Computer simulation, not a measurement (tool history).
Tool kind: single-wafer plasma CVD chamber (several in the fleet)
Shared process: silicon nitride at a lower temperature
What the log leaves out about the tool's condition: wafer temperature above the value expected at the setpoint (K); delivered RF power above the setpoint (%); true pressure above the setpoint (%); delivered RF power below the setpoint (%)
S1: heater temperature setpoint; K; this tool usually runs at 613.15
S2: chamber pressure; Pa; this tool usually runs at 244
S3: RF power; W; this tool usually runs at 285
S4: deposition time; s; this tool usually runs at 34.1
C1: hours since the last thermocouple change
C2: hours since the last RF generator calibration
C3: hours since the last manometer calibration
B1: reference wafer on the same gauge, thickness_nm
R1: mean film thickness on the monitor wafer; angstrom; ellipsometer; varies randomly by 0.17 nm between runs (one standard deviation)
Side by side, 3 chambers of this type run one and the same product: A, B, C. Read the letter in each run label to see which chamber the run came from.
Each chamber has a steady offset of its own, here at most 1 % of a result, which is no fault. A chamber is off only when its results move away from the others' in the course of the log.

{"run": "1B", "hour": 8.4, "S1": 613.15, "S2": 244, "S3": 285, "S4": 34.1, "C1": 1426.9, "C2": 198.1, "C3": 63.3, "B1": 39.308, "R1": 399.99}
{"run": "2C", "hour": 14.4, "S1": 613.15, "S2": 244, "S3": 285, "S4": 34.1, "C1": 369.4, "C2": 511.2, "C3": 848.4, "B1": 39.291, "R1": 400.48}
{"run": "3A", "hour": 24.9, "S1": 613.15, "S2": 244, "S3": 285, "S4": 34.1, "C1": 1060.3, "C2": 381.2, "C3": 830.8, "B1": 39.289, "R1": 401.97}
{"run": "4B", "hour": 37.5, "S1": 613.15, "S2": 244, "S3": 285, "S4": 34.1, "C1": 1456.0, "C2": 227.2, "C3": 92.4, "B1": 39.272, "R1": 402.15}
{"run": "5A", "hour": 43.4, "S1": 613.15, "S2": 244, "S3": 285, "S4": 34.1, "C1": 1078.8, "C2": 399.7, "C3": 849.3, "B1": 39.313, "R1": 402.4}
{"run": "6C", "hour": 51.7, "S1": 613.15, "S2": 244, "S3": 285, "S4": 34.1, "C1": 406.7, "C2": 548.5, "C3": 885.7, "B1": 39.328, "R1": 399.03}
{"run": "7A", "hour": 58.3, "S1": 613.15, "S2": 244, "S3": 285, "S4": 34.1, "C1": 1093.7, "C2": 414.6, "C3": 864.2, "B1": 39.297, "R1": 399.83}
{"run": "8C", "hour": 70.7, "S1": 613.15, "S2": 244, "S3": 285, "S4": 34.1, "C1": 425.7, "C2": 567.5, "C3": 904.7, "B1": 39.311, "R1": 397.92}
{"run": "9B", "hour": 81.7, "S1": 613.15, "S2": 244, "S3": 285, "S4": 34.1, "C1": 1500.2, "C2": 271.4, "C3": 136.6, "B1": 39.252, "R1": 400.94}
{"run": "10B", "hour": 92.8, "S1": 613.15, "S2": 244, "S3": 285, "S4": 34.1, "C1": 1511.3, "C2": 282.5, "C3": 147.7, "B1": 39.315, "R1": 400.94}
{"run": "11A", "hour": 99.3, "S1": 613.15, "S2": 244, "S3": 240, "S4": 34.1, "C1": 1134.7, "C2": 455.6, "C3": 905.2, "B1": 39.306, "R1": 354.71}
{"run": "12C", "hour": 105.2, "S1": 613.15, "S2": 244, "S3": 240, "S4": 34.1, "C1": 460.2, "C2": 602.0, "C3": 939.2, "B1": 39.325, "R1": 355.05}
{"run": "13A", "hour": 116.4, "S1": 613.15, "S2": 244, "S3": 240, "S4": 34.1, "C1": 1151.8, "C2": 472.7, "C3": 922.3, "B1": 39.318, "R1": 359.18}
{"run": "14B", "hour": 126.4, "S1": 613.15, "S2": 244, "S3": 285, "S4": 34.1, "C1": 1544.9, "C2": 316.1, "C3": 181.3, "B1": 39.324, "R1": 403.79}
{"run": "15C", "hour": 134.6, "S1": 613.15, "S2": 244, "S3": 285, "S4": 34.1, "C1": 489.6, "C2": 631.4, "C3": 968.6, "B1": 39.25, "R1": 401.39}
{"run": "16B", "hour": 143.2, "S1": 613.15, "S2": 271, "S3": 305, "S4": 34.1, "C1": 1561.7, "C2": 332.9, "C3": 198.1, "B1": 39.288, "R1": 429.18}
{"run": "17A", "hour": 155.0, "S1": 613.15, "S2": 271, "S3": 305, "S4": 34.1, "C1": 1190.4, "C2": 511.3, "C3": 960.9, "B1": 39.329, "R1": 432.25}
{"run": "18C", "hour": 166.3, "S1": 613.15, "S2": 271, "S3": 305, "S4": 34.1, "C1": 521.3, "C2": 663.1, "C3": 1000.3, "B1": 39.314, "R1": 429.81}
{"hour": 168.3, "done": "chamber B: thermocouple changed; heater temperature recalibrated"}
{"run": "19A", "hour": 174.4, "S1": 613.15, "S2": 244, "S3": 285, "S4": 34.1, "C1": 1209.8, "C2": 530.7, "C3": 980.3, "B1": 39.332, "R1": 403.48}
{"hour": 180.1, "done": "chamber A: capacitance manometer re-zeroed and calibrated"}
{"run": "20C", "hour": 181.4, "S1": 613.15, "S2": 244, "S3": 285, "S4": 34.1, "C1": 536.4, "C2": 678.2, "C3": 1015.4, "B1": 39.284, "R1": 402.89}
{"run": "21B", "hour": 188.7, "S1": 613.15, "S2": 244, "S3": 285, "S4": 34.1, "C1": 20.5, "C2": 378.4, "C3": 243.6, "B1": 39.291, "R1": 398.89}
{"run": "22B", "hour": 199.0, "S1": 613.15, "S2": 244, "S3": 285, "S4": 34.1, "C1": 30.8, "C2": 388.7, "C3": 253.9, "B1": 39.268, "R1": 394.85}
{"run": "23A", "hour": 208.3, "S1": 613.15, "S2": 244, "S3": 245, "S4": 34.1, "C1": 1243.7, "C2": 564.6, "C3": 28.2, "B1": 39.259, "R1": 359.85}
{"run": "24C", "hour": 219.9, "S1": 613.15, "S2": 244, "S3": 245, "S4": 34.1, "C1": 574.9, "C2": 716.7, "C3": 1053.9, "B1": 39.311, "R1": 360.84}
{"run": "25C", "hour": 230.3, "S1": 613.15, "S2": 244, "S3": 245, "S4": 34.1, "C1": 585.3, "C2": 727.1, "C3": 1064.3, "B1": 39.317, "R1": 360.98}
{"run": "26B", "hour": 238.9, "S1": 613.15, "S2": 244, "S3": 285, "S4": 34.1, "C1": 70.7, "C2": 428.6, "C3": 293.8, "B1": 39.31, "R1": 395.17}
{"run": "27A", "hour": 247.8, "S1": 613.15, "S2": 244, "S3": 285, "S4": 34.1, "C1": 1283.2, "C2": 604.1, "C3": 67.7, "B1": 39.302, "R1": 397.71}
{"run": "28A", "hour": 254.2, "S1": 602.15, "S2": 244, "S3": 285, "S4": 34.1, "C1": 1289.6, "C2": 610.5, "C3": 74.1, "B1": 39.292, "R1": 402.96}
{"run": "29C", "hour": 260.7, "S1": 602.15, "S2": 244, "S3": 285, "S4": 34.1, "C1": 615.7, "C2": 757.5, "C3": 1094.7, "B1": 39.333, "R1": 400.89}
{"run": "30B", "hour": 268.5, "S1": 602.15, "S2": 244, "S3": 285, "S4": 34.1, "C1": 100.3, "C2": 458.2, "C3": 323.4, "B1": 39.272, "R1": 397.33}
{"run": "31C", "hour": 281.1, "S1": 613.15, "S2": 244, "S3": 285, "S4": 34.1, "C1": 636.1, "C2": 777.9, "C3": 1115.1, "B1": 39.264, "R1": 399.42}
{"run": "32B", "hour": 290.3, "S1": 613.15, "S2": 244, "S3": 285, "S4": 34.1, "C1": 122.1, "C2": 480.0, "C3": 345.2, "B1": 39.335, "R1": 393.65}
{"run": "33A", "hour": 300.5, "S1": 613.15, "S2": 244, "S3": 285, "S4": 34.1, "C1": 1335.9, "C2": 656.8, "C3": 120.4, "B1": 39.27, "R1": 402.42}
{"hour": 307.6, "done": "chamber A: thermocouple changed; heater temperature recalibrated"}
{"run": "34C", "hour": 310.7, "S1": 613.15, "S2": 244, "S3": 285, "S4": 34.1, "C1": 665.7, "C2": 807.5, "C3": 1144.7, "B1": 39.305, "R1": 400.76}
{"run": "35A", "hour": 320.5, "S1": 613.15, "S2": 244, "S3": 265, "S4": 38.8, "C1": 12.9, "C2": 676.8, "C3": 140.4, "B1": 39.332, "R1": 432.09}
{"run": "36B", "hour": 330.6, "S1": 613.15, "S2": 244, "S3": 265, "S4": 38.8, "C1": 162.4, "C2": 520.3, "C3": 385.5, "B1": 39.318, "R1": 424.13}
{"run": "37C", "hour": 342.2, "S1": 613.15, "S2": 244, "S3": 265, "S4": 38.8, "C1": 697.2, "C2": 839.0, "C3": 1176.2, "B1": 39.26, "R1": 431.94}
{"run": "38B", "hour": 350.1, "S1": 613.15, "S2": 244, "S3": 285, "S4": 34.1, "C1": 181.9, "C2": 539.8, "C3": 405.0, "B1": 39.295, "R1": 388.67}
{"run": "39A", "hour": 359.6, "S1": 613.15, "S2": 244, "S3": 285, "S4": 34.1, "C1": 52.0, "C2": 715.9, "C3": 179.5, "B1": 39.289, "R1": 406.76}
{"run": "40B", "hour": 372.1, "S1": 624.15, "S2": 207, "S3": 285, "S4": 34.1, "C1": 203.9, "C2": 561.8, "C3": 427.0, "B1": 39.307, "R1": 371.91}

Each of the 3 chambers runs these same settings next. Fill in every chamber's results:
{"run": "41A", "hour": 381.3, "S1": 613.15, "S2": 205, "S3": 285, "S4": 34.1, "R1": "?"}
{"run": "41B", "hour": 381.3, "S1": 613.15, "S2": 205, "S3": 285, "S4": 34.1, "R1": "?"}
{"run": "41C", "hour": 381.3, "S1": 613.15, "S2": 205, "S3": 285, "S4": 34.1, "R1": "?"}

run=41A R1=383.44
run=41B R1=372.53
run=41C R1=385.68
